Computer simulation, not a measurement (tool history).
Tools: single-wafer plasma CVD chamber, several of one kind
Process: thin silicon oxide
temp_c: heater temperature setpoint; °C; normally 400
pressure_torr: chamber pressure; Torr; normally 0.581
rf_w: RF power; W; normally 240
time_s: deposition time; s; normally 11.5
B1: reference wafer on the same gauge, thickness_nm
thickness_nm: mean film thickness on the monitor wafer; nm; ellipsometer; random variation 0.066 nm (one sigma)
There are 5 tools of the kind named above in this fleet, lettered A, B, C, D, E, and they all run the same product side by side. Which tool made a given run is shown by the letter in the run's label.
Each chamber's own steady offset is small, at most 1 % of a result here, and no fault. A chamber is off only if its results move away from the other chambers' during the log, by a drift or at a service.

run 1C hour=14.0 | temp_c=400 pressure_torr=0.581 rf_w=240 time_s=11.5 | B1=15.394 | thickness_nm=13.673
run 2B hour=26.5 | temp_c=400 pressure_torr=0.581 rf_w=240 time_s=11.5 | B1=15.395 | thickness_nm=13.771
run 3A hour=35.9 | temp_c=400 pressure_torr=0.581 rf_w=240 time_s=11.5 | B1=15.403 | thickness_nm=13.790
run 4D hour=47.0 | temp_c=400 pressure_torr=0.581 rf_w=240 time_s=11.5 | B1=15.407 | thickness_nm=13.734
run 5E hour=60.5 | temp_c=400 pressure_torr=0.581 rf_w=240 time_s=11.5 | B1=15.410 | thickness_nm=13.698
run 6D hour=67.0 | temp_c=400 pressure_torr=0.581 rf_w=240 time_s=11.5 | B1=15.405 | thickness_nm=13.627
run 7C hour=77.8 | temp_c=400 pressure_torr=0.581 rf_w=240 time_s=11.5 | B1=15.401 | thickness_nm=13.683
run 8B hour=86.0 | temp_c=400 pressure_torr=0.581 rf_w=240 time_s=11.5 | B1=15.383 | thickness_nm=13.628
run 9E hour=93.9 | temp_c=400 pressure_torr=0.581 rf_w=240 time_s=11.5 | B1=15.411 | thickness_nm=13.715
run 10A hour=106.4 | temp_c=400 pressure_torr=0.581 rf_w=240 time_s=11.5 | B1=15.411 | thickness_nm=13.813
run 11E hour=117.7 | temp_c=400 pressure_torr=0.581 rf_w=240 time_s=11.5 | B1=15.395 | thickness_nm=13.750
run 12C hour=131.1 | temp_c=400 pressure_torr=0.581 rf_w=240 time_s=11.5 | B1=15.382 | thickness_nm=13.714
-- hour=137.4 chamber D: thermocouple changed; heater temperature recalibrated
run 13A hour=138.3 | temp_c=400 pressure_torr=0.581 rf_w=240 time_s=11.5 | B1=15.411 | thickness_nm=13.792
run 14B hour=148.3 | temp_c=400 pressure_torr=0.581 rf_w=240 time_s=11.5 | B1=15.391 | thickness_nm=13.750
run 15D hour=158.6 | temp_c=400 pressure_torr=0.581 rf_w=240 time_s=11.5 | B1=15.401 | thickness_nm=13.773
run 16C hour=168.0 | temp_c=400 pressure_torr=0.581 rf_w=240 time_s=11.5 | B1=15.412 | thickness_nm=13.731
-- hour=178.0 chamber C: thermocouple changed; heater temperature recalibrated
run 17D hour=179.3 | temp_c=400 pressure_torr=0.581 rf_w=240 time_s=11.5 | B1=15.402 | thickness_nm=13.674
run 18B hour=192.9 | temp_c=400 pressure_torr=0.581 rf_w=240 time_s=11.5 | B1=15.392 | thickness_nm=13.734
run 19E hour=203.2 | temp_c=393 pressure_torr=0.581 rf_w=260 time_s=11.5 | B1=15.402 | thickness_nm=14.327
run 20A hour=213.5 | temp_c=393 pressure_torr=0.581 rf_w=260 time_s=11.5 | B1=15.401 | thickness_nm=14.384
run 21B hour=227.6 | temp_c=393 pressure_torr=0.581 rf_w=260 time_s=11.5 | B1=15.394 | thickness_nm=14.183
-- hour=231.2 chamber B: RF generator calibrated
run 22A hour=235.0 | temp_c=393 pressure_torr=0.581 rf_w=260 time_s=11.5 | B1=15.389 | thickness_nm=14.314
run 23D hour=248.8 | temp_c=393 pressure_torr=0.581 rf_w=260 time_s=11.5 | B1=15.393 | thickness_nm=14.202
run 24E hour=259.4 | temp_c=400 pressure_torr=0.581 rf_w=240 time_s=11.5 | B1=15.414 | thickness_nm=13.589
run 25C hour=271.4 | temp_c=400 pressure_torr=0.581 rf_w=240 time_s=11.5 | B1=15.381 | thickness_nm=13.814
run 26A hour=279.7 | temp_c=400 pressure_torr=0.581 rf_w=240 time_s=11.5 | B1=15.393 | thickness_nm=13.762
run 27B hour=287.1 | temp_c=400 pressure_torr=0.694 rf_w=275 time_s=11.5 | B1=15.385 | thickness_nm=17.591
run 28D hour=298.0 | temp_c=400 pressure_torr=0.694 rf_w=275 time_s=11.5 | B1=15.395 | thickness_nm=17.700
run 29E hour=312.0 | temp_c=400 pressure_torr=0.694 rf_w=275 time_s=11.5 | B1=15.382 | thickness_nm=17.748
run 30C hour=325.8 | temp_c=400 pressure_torr=0.694 rf_w=275 time_s=11.5 | B1=15.396 | thickness_nm=17.771

All 5 chambers run these settings next. Forecast each chamber's results:
run 31A hour=335.9 | temp_c=400 pressure_torr=0.581 rf_w=240 time_s=11.5 | thickness_nm=?
run 31B hour=335.9 | temp_c=400 pressure_torr=0.581 rf_w=240 time_s=11.5 | thickness_nm=?
run 31C hour=335.9 | temp_c=400 pressure_torr=0.581 rf_w=240 time_s=11.5 | thickness_nm=?
run 31D hour=335.9 | temp_c=400 pressure_torr=0.581 rf_w=240 time_s=11.5 | thickness_nm=?
run 31E hour=335.9 | temp_c=400 pressure_torr=0.581 rf_w=240 time_s=11.5 | thickness_nm=?

run=31A thickness_nm=13.803
run=31B thickness_nm=13.729
run=31C thickness_nm=13.813
run=31D thickness_nm=13.743
run=31E thickness_nm=13.741
